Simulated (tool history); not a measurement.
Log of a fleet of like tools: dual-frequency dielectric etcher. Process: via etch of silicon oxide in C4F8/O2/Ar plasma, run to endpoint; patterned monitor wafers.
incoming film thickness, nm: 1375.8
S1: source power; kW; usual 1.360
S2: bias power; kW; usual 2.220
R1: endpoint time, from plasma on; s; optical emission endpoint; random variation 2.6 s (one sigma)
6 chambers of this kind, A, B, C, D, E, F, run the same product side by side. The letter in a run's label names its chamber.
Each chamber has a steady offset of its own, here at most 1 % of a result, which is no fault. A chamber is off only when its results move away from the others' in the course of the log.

run	hour	S1	S2	R1
1A	6.4	1.360	2.220	311.48
2B	12.9	1.360	2.220	309.07
3F	23.8	1.360	2.220	309.23
4C	33.1	1.360	2.220	306.84
5E	42.9	1.360	2.220	312.51
6D	48.1	1.360	2.220	301.17
7B	53.5	1.360	2.220	304.19
8A	59.9	1.360	1.843	326.07
9E	69.9	1.360	1.843	327.17
10C	75.8	1.360	1.843	327.05
11D	81.5	1.360	1.843	325.51
# hour 83.4: chamber B: wet clean of the chamber
# hour 89.7: chamber E: wet clean of the chamber
12F	91.3	1.360	1.843	319.95
13B	97.5	1.360	1.843	321.73
14F	107.8	1.360	2.220	307.24
15C	118.3	1.360	2.220	304.93
16E	123.3	1.030	2.220	344.82
17D	130.2	1.030	2.220	341.56
18A	135.8	1.030	2.220	341.12
19F	146.3	1.030	2.220	343.18
20B	154.0	1.030	2.220	346.90
21D	164.9	1.030	2.220	340.19
22C	170.9	1.360	2.220	310.92
# hour 175.5: chamber C: wet clean of the chamber
23E	180.4	1.360	2.220	311.82
24A	186.5	1.360	2.220	308.03
25E	196.0	1.360	2.220	308.47
26C	201.5	1.360	2.220	302.59
27A	209.5	1.480	2.462	292.44
28B	216.0	1.480	2.462	285.53
29D	222.6	1.480	2.462	289.46
30F	227.8	1.480	2.462	292.85
31F	232.6	1.480	2.462	290.18
32E	238.6	1.480	2.462	288.95
33C	246.3	1.360	2.220	307.41
34B	253.3	1.650	2.736	267.99
35D	264.5	1.650	2.736	266.39
36A	272.2	1.650	2.736	269.29
37B	277.1	1.650	2.736	265.66

Next, every chamber runs the same settings. What will each give?
38A	285.1	1.360	2.220	?
38B	285.1	1.360	2.220	?
38C	285.1	1.360	2.220	?
38D	285.1	1.360	2.220	?
38E	285.1	1.360	2.220	?
38F	285.1	1.360	2.220	?

run	R1
38A	309.91
38B	303.99
38C	306.89
38D	302.86
38E	306.01
38F	310.99
